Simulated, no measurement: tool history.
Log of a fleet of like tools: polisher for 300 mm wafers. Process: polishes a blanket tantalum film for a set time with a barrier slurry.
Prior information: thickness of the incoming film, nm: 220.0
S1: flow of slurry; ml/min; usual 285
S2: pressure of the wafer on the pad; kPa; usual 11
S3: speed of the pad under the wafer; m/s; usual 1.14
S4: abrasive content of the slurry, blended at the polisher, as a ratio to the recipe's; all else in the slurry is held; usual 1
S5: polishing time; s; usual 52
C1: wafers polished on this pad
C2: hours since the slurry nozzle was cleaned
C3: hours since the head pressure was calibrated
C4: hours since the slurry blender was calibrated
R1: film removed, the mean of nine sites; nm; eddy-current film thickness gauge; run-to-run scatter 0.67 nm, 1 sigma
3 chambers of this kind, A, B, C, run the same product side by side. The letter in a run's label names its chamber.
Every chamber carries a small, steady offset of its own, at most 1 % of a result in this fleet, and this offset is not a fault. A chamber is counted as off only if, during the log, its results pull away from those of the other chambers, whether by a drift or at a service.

run   hour   S1  S2    S3    S4  S5   C1     C2      C3     C4      R1
       2.8  -- chamber A: worn pad replaced by a new one
 1B    5.3  285  11  1.14     1  52  163  172.2  1007.2    334   70.38
 2A    9.5  285  11  1.14     1  52   82  180.9  1002.1  101.3  71.772
 3C   13.2  285  11  1.14     1  52  674   59.3   413.6  161.6  69.561
 4B   19.9  285  11  1.14     1  52  343  186.8  1021.8  348.6  69.672
      21.9  -- chamber C: head pressure recalibrated
        24  -- chamber C: worn pad replaced by a new one
 5C   26.9  285  11  1.14     1  52   36     73       5  175.3  72.013
 6A   30.5  285  11  1.14     1  52  340  201.9  1023.1  122.3  72.073
 7C   36.9  285  11  1.14     1  52  158     83      15  185.3  71.428
 8B   41.8  285  11  1.14   1.2  52  612  208.7  1043.7  370.5  73.841
      43.3  -- chamber B: worn pad replaced by a new one
 9A   45.7  285  11  1.14   1.2  52  526  217.1  1038.3  137.5  74.686
      51.9  -- chamber A: head pressure recalibrated
10A   53.2  285  11  1.14   1.2  52  618  224.6     1.4    145  73.771
11B   56.8  285  11  1.14     1  52  166  223.7  1058.7  385.5  70.765
      59.2  -- chamber B: slurry blender recalibrated
12C   62.6  285  11  1.14     1  52  474  108.7    40.7    211  70.334
13A     68  285  11  1.14     1  52  800  239.4    16.2  159.8  71.493
14C     74  285  11  1.14     1  52  614  120.1    52.1  222.4  69.964
15B   77.7  285  11  1.14     1  52  422  244.6  1079.6   18.5  70.169
16B   84.4  285  11  1.14     1  52  505  251.3  1086.3   25.2   69.29
      86.8  -- chamber A: worn pad replaced by a new one
      89.9  -- chamber B: worn pad replaced by a new one
17C   90.8  255  11  1.14     1  52  820  136.9    68.9  239.2  69.167
18A   94.5  255  11  1.14     1  52   95  265.9    42.7  186.3  70.773
       101  -- chamber C: worn pad replaced by a new one
19B  101.8  255  11  1.14     1  52  146  268.7  1103.7   42.6  68.897
20C  106.6  285  11  1.14     1  52   69  152.7    84.7    255  69.063
21A  112.2  285  11  1.14     1  52  312  283.6    60.4    204  71.413
22B  118.3  285  11  1.14     1  52  349  285.2  1120.2   59.1  70.403
23A  123.2  285  11  1.14     1  52  447  294.6    71.4    215  70.201
24C  128.1  285  11  1.14     1  52  333  174.2   106.2  276.5  67.042
25C  132.2  285  11  1.14     1  52  384  178.3   110.3  280.6  67.628
26A  138.7  285  11  1.14     1  52  637  310.1    86.9  230.5  70.975
     142.5  -- chamber B: slurry nozzle cleaned
27B  144.6  285  11  1.14     1  52  672    2.1  1146.5   85.4  70.162
     145.8  -- chamber B: worn pad replaced by a new one
28A  149.1  285  11  1.14     1  52  765  320.5    97.3  240.9  72.899
29C  155.4  285  11  1.14     1  52  669  201.5   133.5  303.8  66.931
     158.1  -- chamber A: worn pad replaced by a new one
30B  160.7  285  11  0.82  0.75  52  184   18.2  1162.6  101.5  46.325
31A  164.3  285  11  0.82  0.75  52   77  335.7   112.5  256.1  46.463
32C  171.1  285  11  0.82  0.75  52  861  217.2   149.2  319.5  42.559
33B  177.2  285  11  1.14     1  52  386   34.7  1179.1    118  71.123
34A  180.7  285  11  1.14     1  52  278  352.1   128.9  272.5  71.211
     186.2  -- chamber C: worn pad replaced by a new one
35B  187.4  285  11  1.14     1  52  511   44.9  1189.3  128.2  70.549
36C  194.4  285  11  0.82     1  39  101  240.5   172.5  342.8  34.887
37B  199.2  285  11  0.82     1  39  656   56.7  1201.1    140  38.154
38C  203.1  285  11  0.82     1  39  208  249.2   181.2  351.5  34.784

Predict what each chamber gives when all 3 of them run the settings below next.
39A  208.5  285  11  1.14   1  52                   ?
39B  208.5  285  11  1.14   1  52                   ?
39C  208.5  285  11  1.14   1  52                   ?

run      R1
39A  71.238
39B  70.758
39C  65.105

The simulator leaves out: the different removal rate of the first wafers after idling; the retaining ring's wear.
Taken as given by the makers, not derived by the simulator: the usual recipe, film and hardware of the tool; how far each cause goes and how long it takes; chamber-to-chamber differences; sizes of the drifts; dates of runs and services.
